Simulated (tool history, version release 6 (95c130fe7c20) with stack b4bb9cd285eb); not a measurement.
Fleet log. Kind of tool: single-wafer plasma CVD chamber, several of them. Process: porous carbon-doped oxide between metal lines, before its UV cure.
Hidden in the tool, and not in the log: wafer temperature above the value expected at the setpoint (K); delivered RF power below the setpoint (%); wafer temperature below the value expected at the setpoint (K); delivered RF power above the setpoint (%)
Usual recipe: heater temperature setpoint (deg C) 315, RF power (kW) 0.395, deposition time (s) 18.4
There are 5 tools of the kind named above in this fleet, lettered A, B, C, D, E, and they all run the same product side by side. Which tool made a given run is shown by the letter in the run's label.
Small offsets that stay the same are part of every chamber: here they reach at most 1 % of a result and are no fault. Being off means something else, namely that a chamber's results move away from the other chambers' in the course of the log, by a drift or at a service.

run    day  heater temperature setpoint (deg C)  RF power (kW)  deposition time (s)  hours since the last thermocouple change  hours since the last RF generator calibration  read-back reference wafer on the same gauge, thickness_nm  mean film thickness on the monitor wafer (Å)
 1D  0.138                                  315          0.395                 18.4                                     465.8                                          311.4                                                     85.115                                        778.43
 2E  0.242                                  315          0.395                 18.4                                       441                                          272.2                                                     85.103                                        781.26
 3C  0.371                                  315          0.395                 18.4                                       988                                         2104.5                                                     85.158                                        790.26
 4B  0.483                                  315          0.395                 18.4                                    1072.7                                         1988.8                                                     85.143                                        780.48
 5A  0.633                                  315          0.395                 18.4                                     931.6                                          200.1                                                     85.179                                        788.49
 6B  0.746                                  308           0.35                 18.4                                      1079                                         1995.1                                                     85.182                                        735.88
 7D  0.917                                  308           0.35                 18.4                                     484.5                                          330.1                                                     85.165                                        729.83
 8A  1.079                                  308           0.35                 18.4                                     942.3                                          210.8                                                     85.196                                        744.17
 9C   1.25                                  308           0.35                 18.4                                    1009.1                                         2125.6                                                     85.237                                        745.45
10E  1.358                                  308           0.35                 18.4                                     467.8                                            299                                                     85.205                                         735.4
11A  1.471                                  315          0.395                 18.4                                     951.7                                          220.2                                                     85.249                                        790.98
12B  1.625                                  315          0.395                 18.4                                    1100.1                                         2016.2                                                     85.253                                        779.77
13E   1.75                                  315          0.395                 18.4                                     477.2                                          308.4                                                     85.269                                        784.14
14C  1.871                                  315          0.395                 18.4                                      1024                                         2140.5                                                     85.312                                        789.74
15D  2.008                                  315          0.395                 18.4                                     510.7                                          356.3                                                     85.285                                        777.53
16C  2.158                                  315          0.395                 18.4                                    1030.9                                         2147.4                                                     85.282                                        790.92
17B    2.3                                  315          0.395                 18.4                                    1116.3                                         2032.4                                                     85.328                                        780.45
18D  2.446                                  315          0.395                 18.4                                     521.2                                          366.8                                                     85.391                                        778.34
19E  2.579                                  315          0.395                 18.4                                     497.1                                          328.3                                                     85.366                                        783.75
20A  2.683                                  315          0.395                 18.4                                     980.8                                          249.3                                                     85.348                                        792.35
21D  2.854                                  315          0.395                 18.4                                       531                                          376.6                                                     85.388                                         778.6
22A  2.954                                  315          0.395                 18.4                                     987.3                                          255.8                                                     85.369                                        793.34
23C  3.058                                  315          0.395                 18.4                                    1052.5                                           2169                                                     85.418                                        793.61
24B  3.146                                  327           0.35                 18.4                                    1136.6                                         2052.7                                                     85.389                                        670.17
25E  3.279                                  327           0.35                 18.4                                     513.9                                          345.1                                                     85.456                                        668.92
26A  3.421                                  327           0.35                 18.4                                     998.5                                            267                                                     85.492                                        675.83
27C  3.542                                  327           0.35                 18.4                                    1064.1                                         2180.6                                                     85.479                                        676.62
28D   3.65                                  327           0.35                 18.4                                     550.1                                          395.7                                                     85.427                                        667.57
29E  3.754                                  315          0.395                 18.4                                     525.3                                          356.5                                                     85.458                                        782.25
30B  3.892                                  315          0.395                 18.4                                    1154.5                                         2070.6                                                     85.474                                         780.3
31C  4.025                                  328          0.395                 16.5                                    1075.7                                         2192.2                                                     85.531                                         669.9
32A  4.167                                  328          0.395                 16.5                                    1016.4                                          284.9                                                     85.515                                        668.51
33D  4.317                                  328          0.395                 16.5                                     566.1                                          411.7                                                     85.511                                        660.25
34B  4.408                                  328          0.395                 16.5                                    1166.9                                           2083                                                     85.498                                        660.59
35E  4.554                                  328          0.395                 16.5                                     544.5                                          375.7                                                     85.526                                        661.84
36A  4.642                                  315          0.395                 18.4                                    1027.8                                          296.3                                                     85.542                                         792.6
37B  4.783                                  307          0.395                 18.4                                    1175.9                                           2092                                                     85.574                                        814.96
38C  4.942                                  307          0.395                 18.4                                    1097.7                                         2214.2                                                     85.576                                         828.5
39D  5.092                                  307          0.395                 18.4                                     584.7                                          430.3                                                     85.586                                        816.32
40E  5.229                                  307          0.395                 18.4                                     560.7                                          391.9                                                     85.627                                        820.07
41B  5.404                                  307          0.395                 18.4                                    1190.8                                         2106.9                                                     85.616                                        817.88

For the next run the whole fleet of 5 chambers uses the same settings. Give each chamber's results:
42A  5.538                                  307          0.395                 18.4                                                                                                                                                                                                 ?
42B  5.538                                  307          0.395                 18.4                                                                                                                                                                                                 ?
42C  5.538                                  307          0.395                 18.4                                                                                                                                                                                                 ?
42D  5.538                                  307          0.395                 18.4                                                                                                                                                                                                 ?
42E  5.538                                  307          0.395                 18.4                                                                                                                                                                                                 ?

run  mean film thickness on the monitor wafer (Å)
42A                                         830.8
42B                                        815.47
42C                                        829.95
42D                                        816.98
42E                                        817.57
